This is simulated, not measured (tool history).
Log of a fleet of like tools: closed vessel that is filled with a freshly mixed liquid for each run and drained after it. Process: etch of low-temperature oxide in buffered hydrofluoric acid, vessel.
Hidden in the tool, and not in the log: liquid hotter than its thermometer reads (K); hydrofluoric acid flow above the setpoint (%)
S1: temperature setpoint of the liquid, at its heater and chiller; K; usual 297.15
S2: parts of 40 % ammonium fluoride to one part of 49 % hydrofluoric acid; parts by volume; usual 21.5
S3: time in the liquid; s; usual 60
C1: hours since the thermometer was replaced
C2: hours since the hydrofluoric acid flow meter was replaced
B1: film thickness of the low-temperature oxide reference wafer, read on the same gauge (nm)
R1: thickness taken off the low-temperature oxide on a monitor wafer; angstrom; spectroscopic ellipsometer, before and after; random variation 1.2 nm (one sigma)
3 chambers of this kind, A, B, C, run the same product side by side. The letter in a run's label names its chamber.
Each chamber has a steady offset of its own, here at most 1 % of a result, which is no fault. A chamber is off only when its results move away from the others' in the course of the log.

| run | day | S1 | S2 | S3 | C1 | C2 | B1 | R1 |
|---|---|---|---|---|---|---|---|---|
| 1B | 0.196 | 297.15 | 21.5 | 60 | 798.5 | 371.5 | 79.962 | 1918.9 |
| 2C | 0.446 | 297.15 | 21.5 | 60 | 332.4 | 76.9 | 80.018 | 1916.0 |
| 3A | 0.767 | 297.15 | 21.5 | 60 | 237.9 | 24.0 | 79.991 | 1933.9 |
| 4A | 0.992 | 297.15 | 21.5 | 60 | 243.3 | 29.4 | 79.999 | 1942.0 |
| 5B | 1.188 | 297.15 | 21.5 | 35 | 822.3 | 395.3 | 80.018 | 1126.9 |
| 6C | 1.500 | 297.15 | 21.5 | 35 | 357.7 | 102.2 | 80.030 | 1126.4 |
| 7A | 1.654 | 297.15 | 21.5 | 35 | 259.2 | 45.3 | 79.974 | 1136.9 |
| 8B | 1.925 | 297.15 | 21.5 | 60 | 840.0 | 413.0 | 79.998 | 1945.6 |
| 9C | 2.179 | 297.15 | 21.5 | 60 | 374.0 | 118.5 | 79.982 | 1926.1 |
| 10B | 2.329 | 299.15 | 21.5 | 60 | 849.7 | 422.7 | 79.997 | 2156.8 |
| 11A | 2.583 | 299.15 | 21.5 | 60 | 281.5 | 67.6 | 79.977 | 2183.9 |
| 12C | 2.875 | 299.15 | 21.5 | 60 | 390.7 | 135.2 | 79.967 | 2146.3 |
| 13A | 3.125 | 297.15 | 21.5 | 60 | 294.5 | 80.6 | 80.034 | 1953.4 |
| 14C | 3.321 | 297.15 | 21.5 | 60 | 401.4 | 145.9 | 79.996 | 1926.8 |
| 15B | 3.525 | 297.15 | 21.5 | 60 | 878.4 | 451.4 | 80.016 | 1959.5 |
| 16A | 3.838 | 297.15 | 21.5 | 60 | 311.6 | 97.7 | 80.051 | 1982.0 |
| 17B | 4.050 | 297.15 | 21.5 | 60 | 891.0 | 464.0 | 79.996 | 1923.8 |
| 18C | 4.212 | 297.15 | 21.5 | 60 | 422.8 | 167.3 | 79.987 | 1927.3 |
| 19A | 4.508 | 297.15 | 21.5 | 60 | 327.7 | 113.8 | 79.996 | 1982.0 |
| 20C | 4.767 | 297.15 | 21.5 | 60 | 436.1 | 180.6 | 80.040 | 1926.4 |
| 21B | 5.029 | 297.15 | 21.5 | 60 | 914.5 | 487.5 | 79.983 | 1934.7 |
| 22B | 5.354 | 297.15 | 21.5 | 60 | 922.3 | 495.3 | 80.011 | 1922.0 |
| 23C | 5.521 | 297.15 | 21.5 | 60 | 454.2 | 198.7 | 80.046 | 1947.1 |
| 24A | 5.842 | 297.15 | 21.5 | 60 | 359.7 | 145.8 | 80.004 | 1980.5 |
| 25A | 6.100 | 297.15 | 21.5 | 60 | 365.9 | 152.0 | 80.024 | 1994.4 |
| 26B | 6.375 | 297.15 | 21.5 | 60 | 946.8 | 519.8 | 80.016 | 1923.3 |
| 27C | 6.521 | 297.15 | 21.5 | 60 | 478.2 | 222.7 | 80.047 | 1913.7 |
| 28A | 6.833 | 297.15 | 21.5 | 60 | 383.5 | 169.6 | 80.014 | 2032.4 |
| 29C | 6.992 | 293.15 | 21.5 | 60 | 489.5 | 234.0 | 80.024 | 1540.6 |
| 30B | 7.158 | 293.15 | 21.5 | 60 | 965.6 | 538.6 | 80.029 | 1552.3 |
| 31C | 7.375 | 293.15 | 21.5 | 60 | 498.7 | 243.2 | 80.022 | 1543.9 |

All 3 chambers run these settings next. Forecast each chamber's results:
| 32A | 7.612 | 297.15 | 21.5 | 60 |  |  |  | ? |
| 32B | 7.612 | 297.15 | 21.5 | 60 |  |  |  | ? |
| 32C | 7.612 | 297.15 | 21.5 | 60 |  |  |  | ? |

| run | R1 |
|---|---|
| 32A | 2025.0 |
| 32B | 1947.5 |
| 32C | 1928.3 |
